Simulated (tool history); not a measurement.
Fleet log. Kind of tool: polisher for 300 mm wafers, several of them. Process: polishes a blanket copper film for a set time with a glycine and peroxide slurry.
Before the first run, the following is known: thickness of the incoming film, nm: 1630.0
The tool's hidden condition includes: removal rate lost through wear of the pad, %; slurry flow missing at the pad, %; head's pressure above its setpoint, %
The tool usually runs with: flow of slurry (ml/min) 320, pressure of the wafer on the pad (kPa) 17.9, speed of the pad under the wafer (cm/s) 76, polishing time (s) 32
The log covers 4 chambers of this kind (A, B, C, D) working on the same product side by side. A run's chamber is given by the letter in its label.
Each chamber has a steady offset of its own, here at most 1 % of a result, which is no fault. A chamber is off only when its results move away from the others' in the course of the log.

run    day  flow of slurry (ml/min)  pressure of the wafer on the pad (kPa)  speed of the pad under the wafer (cm/s)  polishing time (s)  wafers polished on this pad  hours since the slurry nozzle was cleaned  hours since the head pressure was calibrated  film removed (nm)
 1B  0.100                      320                                    17.9                                       76                  32                          424                                      481.4                                         103.4            150.720
 2A  0.221                      320                                    17.9                                       76                  32                          545                                      241.2                                         558.1            147.130
 3D  0.333                      320                                    17.9                                       76                  32                          519                                      215.3                                         118.9            149.140
 4C  0.450                      320                                    17.9                                       76                  32                          383                                      158.7                                          81.4            147.690
 5A  0.633                      320                                    17.9                                       76                  32                          724                                      251.1                                         568.0            151.370
 6D  0.729                      320                                    17.9                                       76                  32                          690                                      224.8                                         128.4            145.650
     0.771  -- chamber D: slurry nozzle cleaned
 7B  0.888                      385                                    17.9                                       76                  24                          765                                      500.3                                         122.3            114.100
 8C  0.988                      385                                    17.9                                       76                  24                          617                                      171.6                                          94.3            115.020
 9C  1.100                      385                                    17.9                                       76                  24                          665                                      174.3                                          97.0            115.110
     1.154  -- chamber B: worn pad replaced by a new one
     1.308  -- chamber A: worn pad replaced by a new one
10D  1.321                      385                                    17.9                                       76                  24                          947                                       13.3                                         142.6            115.250
11B  1.504                      320                                    17.9                                       94                  32                          153                                      515.1                                         137.1            176.590
12A  1.658                      320                                    17.9                                       94                  32                          152                                      275.7                                         592.6            176.840
13C  1.758                      320                                    17.9                                       94                  32                          951                                      190.1                                         112.8            177.370
14B  1.867                      320                                    17.9                                       94                  32                          310                                      523.8                                         145.8            178.300
     1.954  -- chamber C: worn pad replaced by a new one
     1.979  -- chamber A: slurry nozzle cleaned
15A  2.012                      320                                    17.9                                       76                  32                          306                                        0.9                                         601.1            153.890
16D  2.217                      320                                    17.9                                       76                  32                         1336                                       34.8                                         164.1            149.860
17A  2.317                      320                                    17.9                                       76                  32                          438                                        8.2                                         608.4            152.450
18D  2.521                      320                                    17.9                                       76                  32                         1468                                       42.1                                         171.4            147.680
     2.588  -- chamber A: head pressure recalibrated
19C  2.688                      320                                    15.9                                       76                  32                          319                                      212.4                                         135.1            138.180
20B  2.896                      320                                    15.9                                       76                  32                          756                                      548.5                                         170.5            132.160
21C  3.075                      320                                    15.9                                       76                  32                          487                                      221.7                                         144.4            136.790
22A  3.292                      320                                    15.9                                       76                  32                          861                                       31.6                                          17.0            136.230
     3.371  -- chamber B: worn pad replaced by a new one
23D  3.429                      320                                    17.9                                       76                  32                         1862                                       63.9                                         193.2            140.560
24B  3.617                      320                                    17.9                                       76                  32                          106                                      565.8                                         187.8            150.930
     3.725  -- chamber A: worn pad replaced by a new one
25A  3.817                      320                                    17.9                                       76                  32                           40                                       44.2                                          29.6            149.890
26B  3.971                      320                                    21.4                                       76                  32                          260                                      574.3                                         196.3            168.120
27C  4.100                      320                                    21.4                                       76                  32                          932                                      246.3                                         169.0            170.520
28D  4.208                      320                                    21.4                                       76                  32                         2200                                       82.6                                         211.9            156.950
29D  4.400                      320                                    21.4                                       76                  32                         2283                                       87.2                                         216.5            158.620
     4.442  -- chamber C: worn pad replaced by a new one
30C  4.504                      320                                    17.9                                       76                  32                           28                                      256.0                                         178.7            149.740
31B  4.604                      320                                    14.5                                       76                  32                          535                                      589.5                                         211.5            128.090
32A  4.717                      320                                    14.5                                       76                  32                          431                                       65.8                                          51.2            127.560
33C  4.888                      320                                    14.5                                       76                  32                          195                                      265.2                                         187.9            126.130
34A  5.096                      320                                    14.5                                       76                  32                          595                                       74.9                                          60.3            126.330
35B  5.304                      320                                    17.9                                       76                  32                          839                                      606.3                                         228.3            151.260
36D  5.479                      320                                    17.9                                       76                  24                         2751                                      113.1                                         242.4             95.314

What goes on in this fleet: one chamber off, a drifting gauge, or nothing beyond the chambers' own small offsets? Name the chamber and the cause, if any.

Little by little, chamber D moves away from the other chambers.
What lies behind it: removal rate lost through wear of the pad, % = 12.4.

Chamber D could run next with any of the 4 candidate recipes listed below; each alters the usual settings, and their results appear as question marks. Which one brings its results back in line with what the other chambers deliver on the usual settings?
Counts as in line when no further than this from what the other chambers average on the usual settings: film removed (nm) 7.400
37D-1  5.638                      325                                    19.3                                       84                  36                                                                                                                                        ?
37D-2  5.638                      315                                    16.5                                       68                  28                                                                                                                                        ?
37D-3  5.638                      320                                    17.2                                       72                  30                                                                                                                                        ?
37D-4  5.638                      320                                    18.6                                       80                  34                                                                                                                                        ?

Other chambers, usual settings, mean: film removed (nm) 150.160
  run  film removed (nm)
37D-1            167.310
37D-2             98.008
37D-3            113.110
37D-4            147.490
The answer is 37D-4, which returns the chamber to within the allowed miss of the others.
